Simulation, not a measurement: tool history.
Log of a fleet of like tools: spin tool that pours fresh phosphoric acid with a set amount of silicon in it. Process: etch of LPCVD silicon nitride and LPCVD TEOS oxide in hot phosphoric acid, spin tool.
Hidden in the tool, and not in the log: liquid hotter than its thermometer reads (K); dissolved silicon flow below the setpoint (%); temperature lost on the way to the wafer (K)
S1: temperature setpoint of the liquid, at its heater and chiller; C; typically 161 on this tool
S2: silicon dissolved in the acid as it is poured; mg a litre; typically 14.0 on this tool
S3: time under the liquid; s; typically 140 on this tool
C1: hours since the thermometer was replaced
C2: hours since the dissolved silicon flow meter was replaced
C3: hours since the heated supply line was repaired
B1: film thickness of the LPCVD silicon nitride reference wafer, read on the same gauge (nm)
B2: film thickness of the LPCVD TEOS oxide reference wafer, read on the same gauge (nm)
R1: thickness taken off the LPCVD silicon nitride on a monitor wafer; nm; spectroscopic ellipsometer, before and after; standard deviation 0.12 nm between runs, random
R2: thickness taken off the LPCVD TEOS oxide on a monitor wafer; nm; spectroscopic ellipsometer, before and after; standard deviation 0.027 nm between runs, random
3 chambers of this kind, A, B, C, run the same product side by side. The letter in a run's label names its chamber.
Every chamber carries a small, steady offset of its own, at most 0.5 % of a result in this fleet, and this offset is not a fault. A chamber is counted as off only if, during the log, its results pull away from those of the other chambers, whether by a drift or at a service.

{"run": "1A", "hour": 8.7, "S1": 161, "S2": 14.0, "S3": 140, "C1": 1246.4, "C2": 123.7, "C3": 1906.4, "B1": 110.01, "B2": 140.02, "R1": 15.193, "R2": 0.36048}
{"run": "2C", "hour": 15.6, "S1": 161, "S2": 14.0, "S3": 140, "C1": 1224.7, "C2": 871.5, "C3": 163.4, "B1": 110.0, "B2": 140.01, "R1": 14.963, "R2": 0.33542}
{"hour": 15.9, "done": "chamber B: dissolved silicon flow meter replaced"}
{"run": "3B", "hour": 22.7, "S1": 161, "S2": 14.0, "S3": 140, "C1": 1010.2, "C2": 6.9, "C3": 238.6, "B1": 110.0, "B2": 140.02, "R1": 14.836, "R2": 0.36045}
{"run": "4C", "hour": 32.5, "S1": 161, "S2": 14.0, "S3": 140, "C1": 1241.6, "C2": 888.4, "C3": 180.3, "B1": 110.0, "B2": 139.98, "R1": 15.082, "R2": 0.36875}
{"run": "5B", "hour": 40.3, "S1": 162, "S2": 14.0, "S3": 140, "C1": 1027.8, "C2": 24.5, "C3": 256.2, "B1": 109.98, "B2": 140.01, "R1": 15.554, "R2": 0.41804}
{"run": "6A", "hour": 46.7, "S1": 162, "S2": 14.0, "S3": 140, "C1": 1284.4, "C2": 161.7, "C3": 1944.4, "B1": 110.02, "B2": 139.97, "R1": 15.733, "R2": 0.35786}
{"hour": 49.7, "done": "chamber A: thermometer replaced"}
{"run": "7C", "hour": 55.2, "S1": 162, "S2": 14.0, "S3": 140, "C1": 1264.3, "C2": 911.1, "C3": 203.0, "B1": 110.0, "B2": 140.01, "R1": 15.584, "R2": 0.38876}
{"run": "8B", "hour": 63.3, "S1": 162, "S2": 14.0, "S3": 85, "C1": 1050.8, "C2": 47.5, "C3": 279.2, "B1": 110.01, "B2": 139.97, "R1": 9.3849, "R2": 0.24445}
{"run": "9A", "hour": 72.4, "S1": 162, "S2": 14.0, "S3": 85, "C1": 22.8, "C2": 187.4, "C3": 1970.1, "B1": 109.99, "B2": 140.02, "R1": 9.4154, "R2": 0.24749}
{"run": "10A", "hour": 79.6, "S1": 162, "S2": 14.0, "S3": 85, "C1": 30.0, "C2": 194.6, "C3": 1977.3, "B1": 110.01, "B2": 140.01, "R1": 9.4839, "R2": 0.2149}
{"run": "11C", "hour": 88.0, "S1": 161, "S2": 14.0, "S3": 140, "C1": 1297.1, "C2": 943.9, "C3": 235.8, "B1": 109.99, "B2": 140.0, "R1": 14.985, "R2": 0.35725}
{"run": "12B", "hour": 93.2, "S1": 161, "S2": 14.0, "S3": 140, "C1": 1080.7, "C2": 77.4, "C3": 309.1, "B1": 110.0, "B2": 140.03, "R1": 15.073, "R2": 0.35776}
{"run": "13B", "hour": 100.6, "S1": 161, "S2": 14.0, "S3": 140, "C1": 1088.1, "C2": 84.8, "C3": 316.5, "B1": 109.99, "B2": 140.01, "R1": 15.028, "R2": 0.33561}
{"run": "14A", "hour": 105.5, "S1": 161, "S2": 14.0, "S3": 140, "C1": 55.9, "C2": 220.5, "C3": 2003.2, "B1": 110.0, "B2": 140.04, "R1": 14.609, "R2": 0.31743}
{"run": "15C", "hour": 112.4, "S1": 161, "S2": 21.0, "S3": 140, "C1": 1321.5, "C2": 968.3, "C3": 260.2, "B1": 110.01, "B2": 140.0, "R1": 14.999, "R2": 0.31471}
{"run": "16C", "hour": 117.1, "S1": 161, "S2": 21.0, "S3": 140, "C1": 1326.2, "C2": 973.0, "C3": 264.9, "B1": 110.02, "B2": 140.03, "R1": 14.939, "R2": 0.26839}
{"run": "17A", "hour": 125.5, "S1": 161, "S2": 21.0, "S3": 140, "C1": 75.9, "C2": 240.5, "C3": 2023.2, "B1": 110.0, "B2": 140.04, "R1": 14.542, "R2": 0.27703}
{"run": "18B", "hour": 132.0, "S1": 161, "S2": 14.0, "S3": 140, "C1": 1119.5, "C2": 116.2, "C3": 347.9, "B1": 109.99, "B2": 140.04, "R1": 14.973, "R2": 0.36811}
{"run": "19B", "hour": 139.4, "S1": 161, "S2": 14.0, "S3": 140, "C1": 1126.9, "C2": 123.6, "C3": 355.3, "B1": 109.99, "B2": 140.02, "R1": 15.268, "R2": 0.31498}
{"run": "20A", "hour": 148.9, "S1": 161, "S2": 14.0, "S3": 140, "C1": 99.3, "C2": 263.9, "C3": 2046.6, "B1": 109.99, "B2": 139.97, "R1": 13.966, "R2": 0.3213}
{"run": "21C", "hour": 158.4, "S1": 161, "S2": 14.0, "S3": 140, "C1": 1367.5, "C2": 1014.3, "C3": 306.2, "B1": 110.0, "B2": 139.99, "R1": 15.055, "R2": 0.30785}
{"run": "22B", "hour": 168.4, "S1": 161, "S2": 14.0, "S3": 140, "C1": 1155.9, "C2": 152.6, "C3": 384.3, "B1": 109.99, "B2": 140.01, "R1": 14.927, "R2": 0.39221}
{"run": "23A", "hour": 176.6, "S1": 163, "S2": 6.5, "S3": 140, "C1": 127.0, "C2": 291.6, "C3": 2074.3, "B1": 110.02, "B2": 140.01, "R1": 14.723, "R2": 0.38457}

Decide between three cases: one chamber stands off from its peers, the gauge reading all wafers drifts, or nothing is wrong past each chamber's small offset. Where a chamber is off, say which and what most likely put it there.

One chamber, A, drifts off from the rest bit by bit.
Likeliest cause: temperature lost on the way to the wafer (K) = 2.84.
With only this log, it may be confused with: liquid colder than its thermometer reads (K).

Here are 4 candidates for chamber A's next run, each the usual settings with a change, their results left as question marks. Which one brings its results back in line with what the others give on the usual settings?
In line here means within this much of the mean the other chambers give on the usual settings: R1 0.4200 nm; R2 0.09400 nm
{"run": "24A-1", "hour": 183.9, "S1": 160.5, "S2": 18.0, "S3": 130, "R1": "?", "R2": "?"}
{"run": "24A-2", "hour": 183.9, "S1": 161.0, "S2": 15.5, "S3": 135, "R1": "?", "R2": "?"}
{"run": "24A-3", "hour": 183.9, "S1": 161.0, "S2": 12.5, "S3": 145, "R1": "?", "R2": "?"}
{"run": "24A-4", "hour": 183.9, "S1": 161.5, "S2": 10.0, "S3": 150, "R1": "?", "R2": "?"}

Other chambers, usual settings, mean: R1 15.0110 nm; R2 0.35249 nm
run=24A-1 R1=12.5510 R2=0.22059
run=24A-2 R1=13.2520 R2=0.25368
run=24A-3 R1=14.2340 R2=0.29316
run=24A-4 R1=14.9710 R2=0.33308
Change 24A-4 lands the chamber within the allowed miss of the other chambers.

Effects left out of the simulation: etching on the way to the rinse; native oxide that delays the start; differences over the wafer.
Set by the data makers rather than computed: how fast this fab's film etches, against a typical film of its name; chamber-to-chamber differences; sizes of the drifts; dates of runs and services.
